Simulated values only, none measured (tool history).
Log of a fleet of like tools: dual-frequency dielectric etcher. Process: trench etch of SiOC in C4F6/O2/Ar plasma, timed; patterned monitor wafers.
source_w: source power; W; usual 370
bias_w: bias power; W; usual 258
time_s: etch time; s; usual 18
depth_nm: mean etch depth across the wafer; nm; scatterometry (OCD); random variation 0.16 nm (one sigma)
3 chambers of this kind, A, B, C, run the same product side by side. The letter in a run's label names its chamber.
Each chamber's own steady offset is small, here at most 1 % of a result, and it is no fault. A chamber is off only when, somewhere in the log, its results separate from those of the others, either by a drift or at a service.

run   hour  source_w  bias_w  time_s  hours since the last wet clean  hours since the last source power generator calibration  hours since the last bias power generator calibration  read-back reference wafer on the same gauge, depth_nm  depth_nm
 1A   10.9       370     258      18                           475.3                                                   3303.2                                                  758.1                                                 32.704    40.603
 2B   20.9       370     258      18                           331.5                                                   1800.4                                                 2492.6                                                 32.703    40.449
 3C     30       370     258      18                             359                                                    392.2                                                 3399.6                                                  32.69     41.13
      30.3  -- chamber A: wet clean of the chamber
 4A   41.5       370     258      18                            11.3                                                   3333.8                                                  788.7                                                 32.694    40.546
 5B   55.1       370     258      18                           365.7                                                   1834.6                                                 2526.8                                                  32.71    40.554
 6C   66.6       370     258      18                           395.6                                                    428.8                                                 3436.2                                                 32.732    41.114
 7A   74.4       370     258      18                            44.2                                                   3366.7                                                  821.6                                                 32.735    40.685
 8B   86.6       370     258      18                           397.2                                                   1866.1                                                 2558.3                                                 32.719    40.718
 9C   94.4       370     258      18                           423.4                                                    456.6                                                   3464                                                 32.695     40.84
     101.1  -- chamber B: bias power generator calibrated
10C  108.3       370     258      18                           437.3                                                    470.5                                                 3477.9                                                 32.739    40.637
11A  119.8       370     258      18                            89.6                                                   3412.1                                                    867                                                   32.7    40.965
12B  129.1       370     258      18                           439.7                                                   1908.6                                                   28.1                                                   32.7    40.447
13B  139.9       370     258      18                           450.5                                                   1919.4                                                   38.9                                                 32.712    40.676
14C    150       370     221      20                             479                                                    512.2                                                 3519.6                                                 32.697    42.924
15A  162.1       370     221      20                           131.9                                                   3454.4                                                  909.3                                                 32.655    42.773
16C  173.8       370     221      20                           502.8                                                      536                                                 3543.4                                                 32.685     43.02
17A  181.8       370     258      18                           151.6                                                   3474.1                                                    929                                                 32.694    40.534
18B  192.5       370     258      18                           503.1                                                     1972                                                   91.5                                                 32.702    40.529
19A  202.1       370     258      18                           171.9                                                   3494.4                                                  949.3                                                 32.752    40.251
     215.2  -- chamber C: wet clean of the chamber
20B  215.6       370     211      18                           526.2                                                   1995.1                                                  114.6                                                 32.678    37.811
21C  229.1       370     211      18                              14                                                    591.3                                                 3598.7                                                 32.708    38.243
22C  241.9       370     211      18                            26.8                                                    604.1                                                 3611.5                                                 32.723    38.141
23B  254.3       370     258      18                           564.9                                                   2033.8                                                  153.3                                                 32.693    40.149
24A    265       370     258      18                           234.8                                                   3557.3                                                 1012.2                                                 32.681    40.665
25C  271.8       370     258      18                            56.7                                                      634                                                 3641.4                                                 32.671    40.938
26A  282.5       370     258      18                           252.3                                                   3574.8                                                 1029.7                                                 32.729    40.187
27B  289.1       370     258      18                           599.7                                                   2068.6                                                  188.1                                                 32.685    39.818
28B  299.2       370     258      18                           609.8                                                   2078.7                                                  198.2                                                 32.689    39.691
29C  308.5       370     258      18                            93.4                                                    670.7                                                 3678.1                                                 32.691    41.131
30A  316.5       370     198      22                           286.3                                                   3608.8                                                 1063.7                                                 32.703    45.821
31C  323.1       370     198      22                             108                                                    685.3                                                 3692.7                                                 32.688     45.67
32A  333.2       370     198      22                             303                                                   3625.5                                                 1080.4                                                 32.695    45.649
33B  346.3       370     258      18                           656.9                                                   2125.8                                                  245.3                                                 32.704    39.685
34C  354.2       370     258      18                           139.1                                                    716.4                                                 3723.8                                                 32.726    40.894
35A  363.7       370     314      14                           333.5                                                     3656                                                 1110.9                                                 32.724    33.861
36B  372.4       370     314      14                             683                                                   2151.9                                                  271.4                                                 32.692    32.994
37C  387.3       370     314      14                           172.2                                                    749.5                                                 3756.9                                                 32.694    33.899
38B  395.3       370     258      18                           705.9                                                   2174.8                                                  294.3                                                 32.711    39.078
39A  408.9       370     258      18                           378.7                                                   3701.2                                                 1156.1                                                 32.698    40.596
40A  423.1       370     299      18                           392.9                                                   3715.4                                                 1170.3                                                 32.711    42.774
41C  438.1       370     299      18                             223                                                    800.3                                                 3807.7                                                 32.718    43.192

Next, all 3 chambers run the settings below, one line each with question marks for the results. What does each chamber give?
42A   449       370     282      18                                                                                                                                                                                                                ?
42B   449       370     282      18                                                                                                                                                                                                                ?
42C   449       370     282      18                                                                                                                                                                                                                ?

run  depth_nm
42A    42.264
42B    40.127
42C    42.228
